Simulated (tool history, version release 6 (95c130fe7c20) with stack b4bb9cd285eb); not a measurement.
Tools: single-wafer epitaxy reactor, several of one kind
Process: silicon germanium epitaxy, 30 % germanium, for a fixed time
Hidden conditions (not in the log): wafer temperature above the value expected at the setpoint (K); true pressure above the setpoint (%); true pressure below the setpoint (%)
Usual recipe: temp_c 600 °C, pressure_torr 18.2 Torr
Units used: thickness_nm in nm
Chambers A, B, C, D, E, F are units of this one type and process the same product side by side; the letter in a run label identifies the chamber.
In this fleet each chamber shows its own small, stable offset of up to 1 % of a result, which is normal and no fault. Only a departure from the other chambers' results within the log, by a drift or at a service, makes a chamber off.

| run | hour | temp_c | pressure_torr | hours since the last pyrometer calibration | hours since the last manometer calibration | read-back reference wafer on the same gauge, thickness_nm | thickness_nm |
|---|---|---|---|---|---|---|---|
| 1D | 8.6 | 600 | 18.2 | 279.4 | 1038.5 | 61.304 | 56.583 |
| 2B | 14 | 600 | 18.2 | 1291.7 | 575.3 | 61.314 | 56.759 |
| 3F | 23.3 | 600 | 18.2 | 535.6 | 594.2 | 61.33 | 56.809 |
|  | 30.8 | chamber E: capacitance manometer re-zeroed and calibrated |
| 4A | 32.2 | 600 | 18.2 | 95.5 | 1367.7 | 61.345 | 56.858 |
| 5C | 38.3 | 600 | 18.2 | 943.6 | 1557.8 | 61.319 | 57.178 |
| 6E | 43.6 | 605 | 15.2 | 155 | 12.9 | 61.348 | 57.917 |
| 7C | 54.3 | 605 | 15.2 | 959.6 | 1573.8 | 61.357 | 58.499 |
|  | 57.9 | chamber D: capacitance manometer re-zeroed and calibrated |
| 8B | 63 | 605 | 15.2 | 1340.7 | 624.3 | 61.374 | 57.747 |
| 9D | 73.4 | 605 | 15.2 | 344.2 | 15.6 | 61.361 | 57.603 |
| 10F | 83.2 | 605 | 15.2 | 595.5 | 654.1 | 61.387 | 58.022 |
| 11E | 93.7 | 605 | 15.2 | 205.1 | 63 | 61.414 | 58.004 |
| 12A | 98.6 | 600 | 18.2 | 161.9 | 1434.1 | 61.398 | 56.912 |
| 13A | 108.1 | 600 | 18.2 | 171.4 | 1443.6 | 61.435 | 56.859 |
| 14B | 117.6 | 600 | 18.2 | 1395.3 | 678.9 | 61.405 | 56.786 |
| 15C | 123.7 | 600 | 18.2 | 1029 | 1643.2 | 61.42 | 57.188 |
| 16E | 131.1 | 600 | 14.7 | 242.5 | 100.4 | 61.425 | 52.169 |
| 17D | 139.5 | 600 | 14.7 | 410.3 | 81.7 | 61.426 | 51.984 |
| 18F | 147.8 | 600 | 14.7 | 660.1 | 718.7 | 61.443 | 52.271 |
| 19A | 153.2 | 600 | 14.7 | 216.5 | 1488.7 | 61.434 | 52.364 |
| 20D | 159.6 | 600 | 14.7 | 430.4 | 101.8 | 61.463 | 52.069 |
| 21F | 169.7 | 600 | 14.7 | 682 | 740.6 | 61.455 | 52.331 |
| 22E | 179.1 | 612 | 13.9 | 290.5 | 148.4 | 61.478 | 63.654 |
| 23C | 186.5 | 612 | 13.9 | 1091.8 | 1706 | 61.47 | 64.196 |
| 24B | 193.5 | 612 | 13.9 | 1471.2 | 754.8 | 61.501 | 63.397 |
| 25E | 199.2 | 612 | 13.9 | 310.6 | 168.5 | 61.494 | 63.6 |
| 26D | 207 | 612 | 13.9 | 477.8 | 149.2 | 61.489 | 63.034 |
| 27A | 217.5 | 612 | 13.9 | 280.8 | 1553 | 61.512 | 63.646 |
| 28F | 223.8 | 605 | 20 | 736.1 | 794.7 | 61.522 | 64.729 |
|  | 229.2 | chamber F: capacitance manometer re-zeroed and calibrated |
| 29B | 231.3 | 605 | 20 | 1509 | 792.6 | 61.519 | 64.765 |
| 30C | 238.8 | 605 | 20 | 1144.1 | 1758.3 | 61.528 | 65.167 |
| 31D | 248.8 | 605 | 20 | 519.6 | 191 | 61.534 | 64.519 |
| 32B | 255.8 | 605 | 20 | 1533.5 | 817.1 | 61.541 | 64.929 |
| 33C | 266.8 | 605 | 20 | 1172.1 | 1786.3 | 61.548 | 65.291 |
| 34F | 276.1 | 600 | 16.1 | 788.4 | 47 | 61.554 | 54.184 |
| 35A | 285.6 | 600 | 16.1 | 348.9 | 1621.1 | 61.595 | 54.263 |
| 36E | 293.3 | 600 | 16.1 | 404.7 | 262.6 | 61.588 | 54.198 |

Next, every chamber runs the same settings. What will each give?
| 37A | 301.4 | 605 | 18.2 |  |  |  | ? |
| 37B | 301.4 | 605 | 18.2 |  |  |  | ? |
| 37C | 301.4 | 605 | 18.2 |  |  |  | ? |
| 37D | 301.4 | 605 | 18.2 |  |  |  | ? |
| 37E | 301.4 | 605 | 18.2 |  |  |  | ? |
| 37F | 301.4 | 605 | 18.2 |  |  |  | ? |

| run | thickness_nm |
|---|---|
| 37A | 62.419 |
| 37B | 62.266 |
| 37C | 62.877 |
| 37D | 62.257 |
| 37E | 62.499 |
| 37F | 62.457 |
